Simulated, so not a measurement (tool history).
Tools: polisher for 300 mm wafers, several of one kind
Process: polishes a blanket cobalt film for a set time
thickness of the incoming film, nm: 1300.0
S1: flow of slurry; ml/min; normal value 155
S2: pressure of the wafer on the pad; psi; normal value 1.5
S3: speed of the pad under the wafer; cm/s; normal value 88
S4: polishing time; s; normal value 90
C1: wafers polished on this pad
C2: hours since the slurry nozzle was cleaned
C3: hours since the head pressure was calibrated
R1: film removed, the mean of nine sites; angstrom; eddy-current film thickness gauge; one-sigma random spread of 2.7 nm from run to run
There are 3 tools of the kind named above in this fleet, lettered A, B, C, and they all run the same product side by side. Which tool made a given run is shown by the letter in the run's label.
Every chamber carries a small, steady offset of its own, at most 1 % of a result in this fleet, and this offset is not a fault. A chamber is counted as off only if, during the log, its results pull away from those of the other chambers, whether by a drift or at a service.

run,hour,S1,S2,S3,S4,C1,C2,C3,R1
1A,3.5,155,1.5,88,90,254,287.3,342.1,3053.6
2C,6.3,155,1.5,88,90,1017,77.4,462.3,3094.8
3B,10,155,1.5,88,90,476,91.2,530.8,3050
4C,15.2,155,1.5,88,90,1118,86.3,471.2,3118.8
5A,19,155,1.5,88,90,430,302.8,357.6,3061.2
6B,24.6,155,1.5,88,90,642,105.8,545.4,3000.9
7C,29.1,155,1.5,88,90,1277,100.2,485.1,3023.8
8A,32.4,155,1.5,88,90,583,316.2,371,3022
9B,35.3,155,1.5,88,90,764,116.5,556.1,2964.6
10C,40.8,155,1.5,88,90,1410,111.9,496.8,3055.1
11A,43.3,155,1.5,88,90,707,327.1,381.9,3062.5
# hour 44.3: chamber C: worn pad replaced by a new one
12B,48.4,155,1.5,88,90,913,129.6,569.2,2940.6
13A,50.9,155,1.5,88,90,793,334.7,389.5,3069.6
# hour 53.5: chamber A: worn pad replaced by a new one
14C,53.9,155,1.5,88,90,109,125,509.9,3055.1
# hour 54.1: chamber A: slurry nozzle cleaned
15B,58,200,1.1,88,90,1022,139.2,578.8,2221.2
16A,62.9,200,1.1,88,90,107,8.9,401.5,2306.7
17C,67.8,200,1.1,88,90,267,138.9,523.8,2340.5
18B,70.3,155,1.5,88,90,1162,151.5,591.1,2876.8
19C,75.4,155,1.5,88,90,354,146.5,531.4,3045.3
20B,80.3,155,1.5,88,90,1276,161.5,601.1,2871.5
21A,84.1,155,1.5,88,90,349,30.1,422.7,3051.8
22C,88.9,190,1.5,70,90,507,160,544.9,2501.9
23A,93.8,190,1.5,70,90,459,39.8,432.4,2490.2
24B,98.6,190,1.5,70,90,1484,179.8,619.4,2306.4
25A,101,155,1.5,88,90,541,47,439.6,3036.7
26B,105.6,155,1.5,88,63,1564,186.8,626.4,1957.8
27C,108.6,155,1.5,88,63,732,179.7,564.6,2168.7
28B,114.1,155,1.5,88,63,1661,195.3,634.9,1949.2
29C,119.1,155,1.5,88,90,851,190.2,575.1,3060.8
30A,124.5,155,1.3,88,68,808,70.5,463.1,1989
31A,129.5,155,1.3,88,68,865,75.5,468.1,1995.8

All chambers now run identical settings, listed one chamber a line with results as question marks. What results will each chamber show?
32A,133.5,205,1.5,88,90,,,,?
32B,133.5,205,1.5,88,90,,,,?
32C,133.5,205,1.5,88,90,,,,?

run,R1
32A,3125.6
32B,2821.4
32C,3199.6
